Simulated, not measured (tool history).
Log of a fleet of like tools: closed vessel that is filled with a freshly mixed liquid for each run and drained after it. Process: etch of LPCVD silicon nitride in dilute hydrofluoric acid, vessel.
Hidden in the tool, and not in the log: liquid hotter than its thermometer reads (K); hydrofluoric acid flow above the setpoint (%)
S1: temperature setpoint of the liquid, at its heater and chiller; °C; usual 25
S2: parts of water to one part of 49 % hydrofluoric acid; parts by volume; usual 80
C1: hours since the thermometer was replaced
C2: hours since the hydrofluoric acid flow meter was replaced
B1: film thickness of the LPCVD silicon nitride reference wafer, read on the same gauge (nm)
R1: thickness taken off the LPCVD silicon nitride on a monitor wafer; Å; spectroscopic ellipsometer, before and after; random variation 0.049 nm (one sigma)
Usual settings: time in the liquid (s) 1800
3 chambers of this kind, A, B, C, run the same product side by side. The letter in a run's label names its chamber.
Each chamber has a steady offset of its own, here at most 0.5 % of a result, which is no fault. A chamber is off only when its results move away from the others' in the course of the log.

{"run": "1C", "hour": 10.0, "S1": 25, "S2": 80, "time in the liquid (s)": 1800, "C1": 566.1, "C2": 1031, "B1": 30.028, "R1": 110.34}
{"run": "2B", "hour": 18.2, "S1": 25, "S2": 80, "time in the liquid (s)": 1800, "C1": 168, "C2": 2169.5, "B1": 30.012, "R1": 112}
{"run": "3A", "hour": 22.7, "S1": 25, "S2": 80, "time in the liquid (s)": 1800, "C1": 262.3, "C2": 141.9, "B1": 29.985, "R1": 112.24}
{"run": "4B", "hour": 30.8, "S1": 25, "S2": 80, "time in the liquid (s)": 1800, "C1": 180.6, "C2": 2182.1, "B1": 30, "R1": 111.22}
{"run": "5C", "hour": 38.7, "S1": 22.5, "S2": 45, "time in the liquid (s)": 1800, "C1": 594.8, "C2": 1059.7, "B1": 29.975, "R1": 164.48}
{"run": "6A", "hour": 46.0, "S1": 22.5, "S2": 45, "time in the liquid (s)": 1800, "C1": 285.6, "C2": 165.2, "B1": 29.98, "R1": 163.28}
{"run": "7C", "hour": 55.5, "S1": 22.5, "S2": 45, "time in the liquid (s)": 1800, "C1": 611.6, "C2": 1076.5, "B1": 30.007, "R1": 163.67}
{"run": "8B", "hour": 60.4, "S1": 25, "S2": 80, "time in the liquid (s)": 1800, "C1": 210.2, "C2": 2211.7, "B1": 29.986, "R1": 111.36}
{"run": "9A", "hour": 67.9, "S1": 25, "S2": 80, "time in the liquid (s)": 1800, "C1": 307.5, "C2": 187.1, "B1": 29.984, "R1": 111.31}
{"hour": 69.7, "done": "chamber C: thermometer replaced"}
{"run": "10C", "hour": 75.3, "S1": 25, "S2": 80, "time in the liquid (s)": 1800, "C1": 5.6, "C2": 1096.3, "B1": 29.984, "R1": 110.23}
{"run": "11A", "hour": 82.5, "S1": 25, "S2": 80, "time in the liquid (s)": 1800, "C1": 322.1, "C2": 201.7, "B1": 29.942, "R1": 112.08}
{"run": "12B", "hour": 88.0, "S1": 25, "S2": 80, "time in the liquid (s)": 1800, "C1": 237.8, "C2": 2239.3, "B1": 30.028, "R1": 110.91}
{"run": "13B", "hour": 95.6, "S1": 25, "S2": 80, "time in the liquid (s)": 1800, "C1": 245.4, "C2": 2246.9, "B1": 30.038, "R1": 111.66}
{"run": "14A", "hour": 104.7, "S1": 25, "S2": 80, "time in the liquid (s)": 1800, "C1": 344.3, "C2": 223.9, "B1": 29.988, "R1": 112.88}
{"run": "15C", "hour": 109.2, "S1": 25, "S2": 80, "time in the liquid (s)": 1800, "C1": 39.5, "C2": 1130.2, "B1": 30.03, "R1": 110.25}
{"run": "16C", "hour": 116.4, "S1": 25, "S2": 80, "time in the liquid (s)": 1800, "C1": 46.7, "C2": 1137.4, "B1": 29.959, "R1": 111}
{"run": "17A", "hour": 125.6, "S1": 25, "S2": 80, "time in the liquid (s)": 1800, "C1": 365.2, "C2": 244.8, "B1": 30.028, "R1": 114.31}
{"run": "18B", "hour": 136.0, "S1": 25, "S2": 80, "time in the liquid (s)": 1800, "C1": 285.8, "C2": 2287.3, "B1": 30.001, "R1": 111.05}
{"run": "19B", "hour": 146.3, "S1": 25, "S2": 80, "time in the liquid (s)": 1800, "C1": 296.1, "C2": 2297.6, "B1": 30.005, "R1": 111.93}
{"run": "20A", "hour": 152.9, "S1": 25, "S2": 80, "time in the liquid (s)": 1800, "C1": 392.5, "C2": 272.1, "B1": 30.025, "R1": 115.61}
{"run": "21C", "hour": 161.4, "S1": 25, "S2": 60, "time in the liquid (s)": 1800, "C1": 91.7, "C2": 1182.4, "B1": 30.001, "R1": 146.06}
{"run": "22B", "hour": 166.2, "S1": 25, "S2": 60, "time in the liquid (s)": 1800, "C1": 316, "C2": 2317.5, "B1": 30.002, "R1": 147.07}
{"run": "23C", "hour": 176.1, "S1": 25, "S2": 60, "time in the liquid (s)": 1800, "C1": 106.4, "C2": 1197.1, "B1": 29.983, "R1": 146.86}
{"run": "24A", "hour": 186.0, "S1": 25, "S2": 80, "time in the liquid (s)": 1800, "C1": 425.6, "C2": 305.2, "B1": 29.982, "R1": 118.87}
{"run": "25B", "hour": 191.7, "S1": 25, "S2": 80, "time in the liquid (s)": 1800, "C1": 341.5, "C2": 2343, "B1": 30.029, "R1": 111.34}

Is one chamber off against the others, does the gauge drift, or is nothing wrong? If a chamber is off, say which, and what the likeliest cause is.

Chamber A drifts away from the others.
Cause: hydrofluoric acid flow above the setpoint (%) = 6.57.
The log may not tell that from: liquid hotter than its thermometer reads (K).

Here are 4 candidates for chamber A's next run, each the usual settings with a change, their results left as question marks. Which one brings its results back in line with what the others give on the usual settings?
In line means no further than this from the other chambers' mean on the usual settings: R1 1.7 Å
{"run": "26A-1", "hour": 199.2, "S1": 25, "S2": 85, "time in the liquid (s)": 1715, "R1": "?"}
{"run": "26A-2", "hour": 199.2, "S1": 25, "S2": 75, "time in the liquid (s)": 1885, "R1": "?"}
{"run": "26A-3", "hour": 199.2, "S1": 24, "S2": 80, "time in the liquid (s)": 1800, "R1": "?"}
{"run": "26A-4", "hour": 199.2, "S1": 25, "S2": 80, "time in the liquid (s)": 1915, "R1": "?"}

The other chambers' mean on the usual settings: R1 111.19 Å
run=26A-1 R1=106.75
run=26A-2 R1=132.51
run=26A-3 R1=111.22
run=26A-4 R1=126.44
26A-3 brings the chamber back in line.
